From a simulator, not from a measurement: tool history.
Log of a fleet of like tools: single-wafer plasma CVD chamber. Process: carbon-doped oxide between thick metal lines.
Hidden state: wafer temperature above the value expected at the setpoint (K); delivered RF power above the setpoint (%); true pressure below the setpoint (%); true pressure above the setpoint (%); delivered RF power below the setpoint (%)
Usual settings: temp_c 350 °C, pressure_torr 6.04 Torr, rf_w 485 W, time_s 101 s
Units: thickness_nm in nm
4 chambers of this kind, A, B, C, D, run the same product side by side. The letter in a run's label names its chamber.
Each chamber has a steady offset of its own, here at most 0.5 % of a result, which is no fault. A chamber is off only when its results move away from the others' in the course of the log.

run   hour  temp_c  pressure_torr  rf_w  time_s  hours since the last thermocouple change  hours since the last RF generator calibration  hours since the last manometer calibration  read-back reference wafer on the same gauge, thickness_nm  thickness_nm
 1C   12.3     350           6.04   485     101                                    1291.4                                         1439.6                                         129                                                     537.51        511.62
 2A   19.8     350           6.04   485     101                                    2486.1                                          170.6                                       429.2                                                     537.67        513.01
 3D     30     350           6.04   485     101                                    1806.2                                            372                                      1699.9                                                     537.54        510.17
 4B   38.3     350           6.04   485     101                                      2009                                          198.9                                      1019.9                                                     537.66        512.04
 5A   49.4     350           6.04   485     101                                    2515.7                                          200.2                                       458.8                                                     537.49        511.77
 6B     58     350           6.04   485     101                                    2028.7                                          218.6                                      1039.6                                                     537.23        511.41
 7C   63.8     350           6.04   485     101                                    1342.9                                         1491.1                                       180.5                                                     537.13        510.82
 8D   74.2     350           6.04   485     101                                    1850.4                                          416.2                                      1744.1                                                        537        509.08
 9A   82.8     350           6.04   485     101                                    2549.1                                          233.6                                       492.2                                                     537.03        511.69
10C   88.2     362           6.04   485     101                                    1367.3                                         1515.5                                       204.9                                                     536.78        496.49
11B     95     362           6.04   485     101                                    2065.7                                          255.6                                      1076.6                                                     537.05        497.53
12D    101     362           6.04   485     101                                    1877.2                                            443                                      1770.9                                                     536.79        494.81
13A  110.1     362           6.04   485     101                                    2576.4                                          260.9                                       519.5                                                     536.69        496.46
14D  116.3     350           6.04   485     101                                    1892.5                                          458.3                                      1786.2                                                     536.58        509.32
15B  125.6     350           5.05   485      81                                    2096.3                                          286.2                                      1107.2                                                     536.52        399.82
     133.6  -- chamber A: thermocouple changed; heater temperature recalibrated
16C  134.1     350           5.05   485      81                                    1413.2                                         1561.4                                       250.8                                                      536.3         399.9
17A  143.4     350           5.05   485      81                                       9.9                                          294.2                                       552.8                                                     536.34        399.33
18B  153.8     350           5.05   485      81                                    2124.5                                          314.4                                      1135.4                                                     536.01         400.6
19C  164.5     357           6.04   485     101                                    1443.6                                         1591.8                                       281.2                                                     535.83        500.95
20D  174.6     357           6.04   485     101                                    1950.8                                          516.6                                      1844.5                                                     535.81         499.5
21D  182.9     357           6.04   485     101                                    1959.1                                          524.9                                      1852.8                                                     535.64        500.97
22B  192.5     357           6.04   485     101                                    2163.2                                          353.1                                      1174.1                                                     535.79        500.89
23A  199.1     350           6.04   485     101                                      65.6                                          349.9                                       608.5                                                     535.52        510.12
24C    205     350           6.04   485     101                                    1484.1                                         1632.3                                       321.7                                                     535.18        509.04
     213.3  -- chamber B: thermocouple changed; heater temperature recalibrated
25A  216.8     350           6.04   485     101                                      83.3                                          367.6                                       626.2                                                     535.19        508.34
26D  225.5     350           6.04   435      87                                    2001.7                                          567.5                                      1895.4                                                     535.01        405.72
27C  236.3     350           6.04   435      87                                    1515.4                                         1663.6                                         353                                                     534.97        408.91
     240.5  -- chamber D: thermocouple changed; heater temperature recalibrated
28B  247.6     350           6.04   435      87                                      34.3                                          408.2                                      1229.2                                                     535.13        409.66
29D    258     350           6.04   435      87                                      17.6                                            600                                      1927.9                                                     534.72        405.03

Is one chamber off against the others, does the gauge drift, or is nothing wrong? If a chamber is off, say which, and what the likeliest cause is.

The gauge drifts, so all chambers seem to drift together. No chamber is off.
Cause: gauge reads low (%) = 0.634.

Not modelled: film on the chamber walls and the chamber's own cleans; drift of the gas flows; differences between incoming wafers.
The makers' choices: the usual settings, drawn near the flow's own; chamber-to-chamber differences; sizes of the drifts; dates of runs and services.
